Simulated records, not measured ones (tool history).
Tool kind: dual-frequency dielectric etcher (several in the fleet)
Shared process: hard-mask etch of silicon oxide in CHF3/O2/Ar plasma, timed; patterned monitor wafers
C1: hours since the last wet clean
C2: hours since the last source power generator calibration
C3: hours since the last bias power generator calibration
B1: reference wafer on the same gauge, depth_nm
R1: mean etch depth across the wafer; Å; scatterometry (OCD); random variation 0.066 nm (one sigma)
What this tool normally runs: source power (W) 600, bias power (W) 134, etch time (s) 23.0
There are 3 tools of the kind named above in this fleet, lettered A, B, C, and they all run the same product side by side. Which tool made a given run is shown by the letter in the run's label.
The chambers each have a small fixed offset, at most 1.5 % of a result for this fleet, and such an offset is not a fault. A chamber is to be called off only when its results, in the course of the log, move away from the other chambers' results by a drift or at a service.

run 1B hour=4.0 | source_power_(W)=600 bias_power_(W)=134 etch_time_(s)=23.0 | C1=563.7 C2=2351.1 C3=1910.9 | B1=36.500 | R1=407.36
run 2A hour=7.6 | source_power_(W)=600 bias_power_(W)=134 etch_time_(s)=23.0 | C1=78.7 C2=174.1 C3=3168.7 | B1=36.497 | R1=413.06
run 3C hour=12.4 | source_power_(W)=600 bias_power_(W)=134 etch_time_(s)=23.0 | C1=227.7 C2=1910.4 C3=2250.6 | B1=36.487 | R1=414.30
run 4B hour=15.6 | source_power_(W)=600 bias_power_(W)=134 etch_time_(s)=23.0 | C1=575.3 C2=2362.7 C3=1922.5 | B1=36.480 | R1=408.84
run 5C hour=19.2 | source_power_(W)=600 bias_power_(W)=134 etch_time_(s)=23.0 | C1=234.5 C2=1917.2 C3=2257.4 | B1=36.470 | R1=414.62
run 6A hour=23.8 | source_power_(W)=600 bias_power_(W)=134 etch_time_(s)=23.0 | C1=94.9 C2=190.3 C3=3184.9 | B1=36.457 | R1=412.73
run 7B hour=28.4 | source_power_(W)=670 bias_power_(W)=134 etch_time_(s)=23.0 | C1=588.1 C2=2375.5 C3=1935.3 | B1=36.457 | R1=424.23
run 8A hour=35.0 | source_power_(W)=670 bias_power_(W)=134 etch_time_(s)=23.0 | C1=106.1 C2=201.5 C3=3196.1 | B1=36.436 | R1=431.32
run 9C hour=41.4 | source_power_(W)=670 bias_power_(W)=134 etch_time_(s)=23.0 | C1=256.7 C2=1939.4 C3=2279.6 | B1=36.421 | R1=431.64
run 10C hour=47.7 | source_power_(W)=600 bias_power_(W)=109 etch_time_(s)=26.0 | C1=263.0 C2=1945.7 C3=2285.9 | B1=36.412 | R1=438.46
run 11A hour=55.1 | source_power_(W)=600 bias_power_(W)=109 etch_time_(s)=26.0 | C1=126.2 C2=221.6 C3=3216.2 | B1=36.407 | R1=436.74
run 12B hour=62.2 | source_power_(W)=600 bias_power_(W)=109 etch_time_(s)=26.0 | C1=621.9 C2=2409.3 C3=1969.1 | B1=36.399 | R1=430.02
run 13A hour=69.6 | source_power_(W)=600 bias_power_(W)=134 etch_time_(s)=23.0 | C1=140.7 C2=236.1 C3=3230.7 | B1=36.375 | R1=413.20
run 14B hour=74.0 | source_power_(W)=600 bias_power_(W)=134 etch_time_(s)=23.0 | C1=633.7 C2=2421.1 C3=1980.9 | B1=36.378 | R1=406.64
run 15C hour=80.6 | source_power_(W)=600 bias_power_(W)=134 etch_time_(s)=23.0 | C1=295.9 C2=1978.6 C3=2318.8 | B1=36.360 | R1=413.03
run 16B hour=84.2 | source_power_(W)=600 bias_power_(W)=134 etch_time_(s)=23.0 | C1=643.9 C2=2431.3 C3=1991.1 | B1=36.357 | R1=406.70
run 17C hour=89.3 | source_power_(W)=600 bias_power_(W)=110 etch_time_(s)=23.0 | C1=304.6 C2=1987.3 C3=2327.5 | B1=36.362 | R1=388.26
run 18A hour=95.8 | source_power_(W)=600 bias_power_(W)=110 etch_time_(s)=23.0 | C1=166.9 C2=262.3 C3=3256.9 | B1=36.323 | R1=386.83
run 19C hour=101.9 | source_power_(W)=600 bias_power_(W)=110 etch_time_(s)=23.0 | C1=317.2 C2=1999.9 C3=2340.1 | B1=36.311 | R1=388.11
run 20A hour=105.4 | source_power_(W)=600 bias_power_(W)=134 etch_time_(s)=23.0 | C1=176.5 C2=271.9 C3=3266.5 | B1=36.317 | R1=411.35
run 21B hour=109.8 | source_power_(W)=600 bias_power_(W)=134 etch_time_(s)=23.0 | C1=669.5 C2=2456.9 C3=2016.7 | B1=36.309 | R1=405.75
run 22B hour=113.1 | source_power_(W)=600 bias_power_(W)=134 etch_time_(s)=23.0 | C1=672.8 C2=2460.2 C3=2020.0 | B1=36.307 | R1=404.64
run 23A hour=117.6 | source_power_(W)=600 bias_power_(W)=134 etch_time_(s)=23.0 | C1=188.7 C2=284.1 C3=3278.7 | B1=36.299 | R1=411.31
-- hour=120.9 chamber B: wet clean of the chamber
run 24C hour=122.0 | source_power_(W)=600 bias_power_(W)=134 etch_time_(s)=23.0 | C1=337.3 C2=2020.0 C3=2360.2 | B1=36.282 | R1=412.52
run 25A hour=126.3 | source_power_(W)=600 bias_power_(W)=134 etch_time_(s)=17.0 | C1=197.4 C2=292.8 C3=3287.4 | B1=36.278 | R1=304.05
-- hour=132.2 chamber B: bias power generator calibrated
run 26B hour=133.5 | source_power_(W)=600 bias_power_(W)=134 etch_time_(s)=17.0 | C1=12.7 C2=2480.6 C3=1.3 | B1=36.268 | R1=299.67

Each of the 3 chambers runs these same settings next. Fill in every chamber's results:
run 27A hour=138.8 | source_power_(W)=600 bias_power_(W)=134 etch_time_(s)=25.5 | R1=?
run 27B hour=138.8 | source_power_(W)=600 bias_power_(W)=134 etch_time_(s)=25.5 | R1=?
run 27C hour=138.8 | source_power_(W)=600 bias_power_(W)=134 etch_time_(s)=25.5 | R1=?

run=27A R1=456.09
run=27B R1=449.94
run=27C R1=456.15
